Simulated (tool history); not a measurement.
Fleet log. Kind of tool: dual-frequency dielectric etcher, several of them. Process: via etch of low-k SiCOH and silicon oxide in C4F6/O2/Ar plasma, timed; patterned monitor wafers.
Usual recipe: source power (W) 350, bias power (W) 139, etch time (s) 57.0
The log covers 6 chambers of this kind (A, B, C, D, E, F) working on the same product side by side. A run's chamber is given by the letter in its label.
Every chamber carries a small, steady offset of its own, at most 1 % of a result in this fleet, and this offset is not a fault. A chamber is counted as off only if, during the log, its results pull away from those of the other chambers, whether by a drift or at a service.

run,day,source power (W),bias power (W),etch time (s),hours since the last wet clean,hours since the last source power generator calibration,hours since the last bias power generator calibration,"read-back reference wafer on the same gauge, depth_nm",mean etch depth across the wafer (nm)
1C,0.458,350,139,57.0,35.2,1346.1,1280.4,144.01,139.68
2F,1.075,350,139,57.0,442.3,3605.9,1231.5,144.08,138.99
3D,1.517,350,139,57.0,349.3,2204.0,266.8,144.05,138.88
4A,1.996,350,139,57.0,154.3,1083.7,490.0,144.11,140.19
# day 2.008: chamber F: wet clean of the chamber
5E,2.308,350,139,57.0,401.5,629.8,698.9,144.07,139.09
6B,2.892,350,139,57.0,284.0,3511.9,1389.9,144.09,139.26
7A,3.238,350,139,57.0,184.1,1113.5,519.8,144.11,139.96
8D,3.804,350,139,57.0,404.2,2258.9,321.7,144.14,138.89
# day 4.108: chamber E: wet clean of the chamber
9C,4.204,350,139,57.0,125.1,1436.0,1370.3,144.17,139.85
10B,4.854,350,139,57.0,331.1,3559.0,1437.0,144.20,139.00
11F,5.225,350,139,57.0,77.2,3705.5,1331.1,144.25,139.25
12E,5.796,350,139,57.0,40.6,713.5,782.6,144.20,139.03
13B,6.233,350,139,57.0,364.2,3592.1,1470.1,144.26,139.29
# day 6.558: chamber B: source power generator calibrated
14D,6.600,350,139,57.0,471.3,2326.0,388.8,144.23,139.21
# day 7.092: chamber B: wet clean of the chamber
15C,7.096,350,139,57.0,194.5,1505.4,1439.7,144.28,140.11
# day 7.258: chamber F: source power generator calibrated
16E,7.633,350,139,57.0,84.7,757.6,826.7,144.26,138.99
17A,8.192,350,139,57.0,303.0,1232.4,638.7,144.29,140.49
18F,8.783,350,139,57.0,162.6,36.7,1416.5,144.26,139.63
# day 9.067: chamber D: wet clean of the chamber
19C,9.350,350,139,57.0,248.6,1559.5,1493.8,144.37,140.28
20F,9.675,350,139,57.0,184.0,58.1,1437.9,144.34,139.48
21E,10.167,350,139,57.0,145.5,818.4,887.5,144.39,139.22
22B,10.829,350,139,57.0,89.7,102.5,1580.4,144.40,139.31
23A,11.208,350,139,57.0,375.4,1304.8,711.1,144.37,140.32
24D,11.846,350,139,57.0,66.7,2451.9,514.7,144.43,139.43
25A,12.350,350,139,57.0,402.8,1332.2,738.5,144.43,140.70
26C,12.654,430,139,70.0,327.9,1638.8,1573.1,144.40,186.75
27B,13.258,430,139,70.0,148.0,160.8,1638.7,144.51,186.05
28E,13.904,430,139,70.0,235.2,908.1,977.2,144.54,185.45
29D,14.575,430,139,70.0,132.2,2517.4,580.2,144.53,185.94
30F,15.042,430,139,70.0,312.8,186.9,1566.7,144.55,185.70
31F,15.517,430,139,70.0,324.2,198.3,1578.1,144.52,186.52
32E,15.879,350,139,57.0,282.6,955.5,1024.6,144.56,139.70
33C,16.529,350,139,57.0,420.9,1731.8,1666.1,144.62,140.27
34B,17.146,350,139,57.0,241.3,254.1,1732.0,144.62,139.76
# day 17.646: chamber A: wet clean of the chamber
35A,17.683,350,139,50.5,0.9,1460.2,866.5,144.64,124.58
36D,18.075,350,139,50.5,216.2,2601.4,664.2,144.62,123.74
37E,18.533,350,139,50.5,346.3,1019.2,1088.3,144.65,123.66
38B,19.029,350,139,50.5,286.5,299.3,1777.2,144.66,123.83
39C,19.521,350,139,50.5,492.7,1803.6,1737.9,144.74,124.08
40A,20.162,350,139,50.5,60.4,1519.7,926.0,144.73,124.90
41D,20.633,350,139,57.0,277.6,2662.8,725.6,144.75,139.61

Is one chamber off against the others, does the gauge drift, or is nothing wrong? If a chamber is off, say which, and what the likeliest cause is.

None of the chambers is off. What moves is the gauge, dragging all their readings along together.
What lies behind it: gauge reads high (%) = 0.526.
